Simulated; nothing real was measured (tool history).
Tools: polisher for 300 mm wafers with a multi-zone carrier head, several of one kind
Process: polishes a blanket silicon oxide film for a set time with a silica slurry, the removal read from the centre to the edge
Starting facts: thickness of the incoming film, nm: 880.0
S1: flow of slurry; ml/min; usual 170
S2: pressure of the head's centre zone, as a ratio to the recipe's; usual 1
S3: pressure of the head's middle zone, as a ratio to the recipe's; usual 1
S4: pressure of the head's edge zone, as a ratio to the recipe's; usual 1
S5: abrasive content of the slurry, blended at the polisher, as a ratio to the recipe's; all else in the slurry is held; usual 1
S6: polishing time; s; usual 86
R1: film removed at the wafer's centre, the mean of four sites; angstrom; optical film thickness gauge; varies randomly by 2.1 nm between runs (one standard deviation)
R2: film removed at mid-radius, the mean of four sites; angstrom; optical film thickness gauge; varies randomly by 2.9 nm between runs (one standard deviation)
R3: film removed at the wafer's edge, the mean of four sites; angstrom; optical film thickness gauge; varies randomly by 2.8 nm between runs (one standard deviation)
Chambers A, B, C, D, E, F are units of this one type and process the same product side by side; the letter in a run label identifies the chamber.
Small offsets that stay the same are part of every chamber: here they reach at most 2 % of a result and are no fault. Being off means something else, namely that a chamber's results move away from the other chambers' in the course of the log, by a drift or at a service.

| run | hour | S1 | S2 | S3 | S4 | S5 | S6 | R1 | R2 | R3 |
|---|---|---|---|---|---|---|---|---|---|---|
|  | 2.6 | chamber F: slurry nozzle cleaned |
| 1B | 4.5 | 170 | 1 | 1 | 1 | 1 | 86 | 2247.1 | 2222.8 | 2214.9 |
| 2C | 8.2 | 170 | 1 | 1 | 1 | 1 | 86 | 2242.3 | 2245.5 | 2280.4 |
|  | 9.3 | chamber C: worn pad replaced by a new one |
|  | 9.7 | chamber B: worn pad replaced by a new one |
| 3A | 13 | 170 | 1 | 1 | 1 | 1 | 86 | 2274.5 | 2195.7 | 2180.7 |
| 4E | 17.1 | 170 | 1 | 1 | 1 | 1 | 86 | 2275.3 | 2248.9 | 2288.8 |
| 5F | 21.4 | 170 | 1 | 1 | 1 | 1 | 86 | 2289.8 | 2250.2 | 2295.2 |
| 6D | 27.5 | 170 | 1 | 1 | 1.1 | 0.75 | 86 | 1928.1 | 2000.3 | 2016.3 |
| 7D | 31.1 | 170 | 1 | 1 | 1.1 | 0.75 | 86 | 1933.2 | 1965.8 | 2071.2 |
| 8C | 36.7 | 170 | 1 | 1 | 1.1 | 0.75 | 86 | 1956 | 1944 | 2069.6 |
| 9B | 41.3 | 170 | 1 | 1 | 1.1 | 0.75 | 86 | 1978.9 | 1911 | 2067.1 |
|  | 44.8 | chamber A: worn pad replaced by a new one |
| 10A | 45.8 | 170 | 1 | 1 | 1.1 | 0.75 | 86 | 1973.1 | 1926.2 | 2078.1 |
|  | 52 | chamber B: centre zone pressure recalibrated |
| 11F | 52.3 | 170 | 1 | 1 | 1.1 | 0.75 | 86 | 1959 | 1972 | 2076.2 |
|  | 57.6 | chamber D: worn pad replaced by a new one |
| 12E | 58.1 | 170 | 1 | 1 | 1 | 1 | 86 | 2230.6 | 2245.4 | 2229.2 |
| 13F | 61.8 | 170 | 1 | 1 | 1 | 1 | 86 | 2236.6 | 2262.8 | 2275 |
| 14E | 68.9 | 170 | 1 | 1 | 1 | 1 | 86 | 2235.7 | 2291.2 | 2290.9 |
|  | 70.3 | chamber D: centre zone pressure recalibrated |
| 15C | 74.3 | 170 | 1 | 1 | 1 | 1 | 86 | 2276.9 | 2287.2 | 2291.7 |
|  | 77.5 | chamber A: edge zone pressure recalibrated |
| 16D | 80.4 | 170 | 1 | 1 | 1 | 1 | 86 | 2272.2 | 2189.6 | 2256.8 |
| 17B | 84.6 | 170 | 1 | 1 | 1 | 1 | 86 | 2276 | 2224.5 | 2230.6 |
| 18A | 88.3 | 170 | 1 | 1 | 1 | 1 | 86 | 2225.8 | 2206.6 | 2219.2 |
| 19C | 94 | 170 | 1 | 1 | 1 | 1 | 86 | 2259.4 | 2266.7 | 2200.7 |
|  | 95.4 | chamber B: worn pad replaced by a new one |
| 20F | 98.5 | 170 | 1.11 | 1 | 1 | 1 | 86 | 2550.8 | 2189.6 | 2293.2 |
|  | 100.2 | chamber E: worn pad replaced by a new one |
|  | 103.4 | chamber C: worn pad replaced by a new one |
| 21D | 105.9 | 170 | 1.11 | 1 | 1 | 1 | 86 | 2517.6 | 2211.7 | 2227.7 |
| 22A | 110.3 | 170 | 1.11 | 1 | 1 | 1 | 86 | 2512.5 | 2217.1 | 2295.5 |
| 23E | 113.7 | 170 | 1.11 | 1 | 1 | 1 | 86 | 2523.2 | 2207 | 2256.2 |
| 24B | 119.5 | 170 | 1.11 | 1 | 1 | 1 | 86 | 2518.1 | 2179.7 | 2248.8 |
| 25A | 125.8 | 170 | 1.11 | 1 | 1 | 1 | 86 | 2550.3 | 2226.2 | 2209.9 |
|  | 126.9 | chamber E: edge zone pressure recalibrated |
| 26D | 132.8 | 170 | 1 | 1 | 1 | 1 | 86 | 2247.4 | 2236.9 | 2219.7 |
| 27C | 138.4 | 170 | 1 | 1 | 1.06 | 0.8 | 86 | 2015.4 | 2028.3 | 2063.3 |
| 28F | 142.5 | 170 | 1 | 1 | 1.06 | 0.8 | 86 | 1962.4 | 1903.3 | 2027.9 |
| 29B | 149.2 | 170 | 1 | 1 | 1.06 | 0.8 | 86 | 2033.9 | 1954.1 | 2079.1 |
| 30E | 155.2 | 170 | 1 | 1 | 1.06 | 0.8 | 86 | 2032.2 | 2054.7 | 2105 |
| 31C | 161.3 | 170 | 1 | 1 | 1.06 | 0.8 | 86 | 2041.7 | 1959.3 | 2060.6 |
|  | 163.1 | chamber A: worn pad replaced by a new one |
| 32B | 167.6 | 170 | 1 | 1 | 1.06 | 0.8 | 86 | 2016.3 | 2036.1 | 2063.6 |
|  | 169.8 | chamber C: edge zone pressure recalibrated |
| 33A | 172.6 | 170 | 1 | 1 | 1 | 1 | 86 | 2248.9 | 2230.3 | 2208.7 |
| 34D | 178.8 | 170 | 1 | 1 | 1 | 1 | 86 | 2261.1 | 2214.7 | 2210.1 |
|  | 186.3 | chamber D: worn pad replaced by a new one |
| 35F | 186.5 | 170 | 1 | 1 | 1 | 1 | 86 | 2120.9 | 2090.4 | 2110.7 |
|  | 187.6 | chamber C: worn pad replaced by a new one |
| 36E | 193.8 | 170 | 1 | 1 | 1 | 1 | 86 | 2271.6 | 2185.7 | 2276.2 |
| 37C | 197.8 | 170 | 1 | 1 | 1 | 1 | 86 | 2284.2 | 2221.1 | 2249.3 |
| 38D | 203.1 | 170 | 1 | 1 | 1 | 1 | 86 | 2204 | 2202.5 | 2258.1 |
| 39E | 207.6 | 170 | 0.96 | 1 | 1 | 0.75 | 86 | 1880.7 | 1941 | 2002 |

Next, all 6 chambers run the settings below, one line each with question marks for the results. What does each chamber give?
| 40A | 213.1 | 170 | 1 | 1 | 1 | 1 | 110 | ? | ? | ? |
| 40B | 213.1 | 170 | 1 | 1 | 1 | 1 | 110 | ? | ? | ? |
| 40C | 213.1 | 170 | 1 | 1 | 1 | 1 | 110 | ? | ? | ? |
| 40D | 213.1 | 170 | 1 | 1 | 1 | 1 | 110 | ? | ? | ? |
| 40E | 213.1 | 170 | 1 | 1 | 1 | 1 | 110 | ? | ? | ? |
| 40F | 213.1 | 170 | 1 | 1 | 1 | 1 | 110 | ? | ? | ? |

| run | R1 | R2 | R3 |
|---|---|---|---|
| 40A | 2890.2 | 2871 | 2872.3 |
| 40B | 2860.1 | 2880.3 | 2820.1 |
| 40C | 2923.7 | 2781.1 | 2914.3 |
| 40D | 2880.1 | 2890.9 | 2858.2 |
| 40E | 2845.6 | 2790.6 | 2916.6 |
| 40F | 2690.1 | 2615 | 2625.2 |
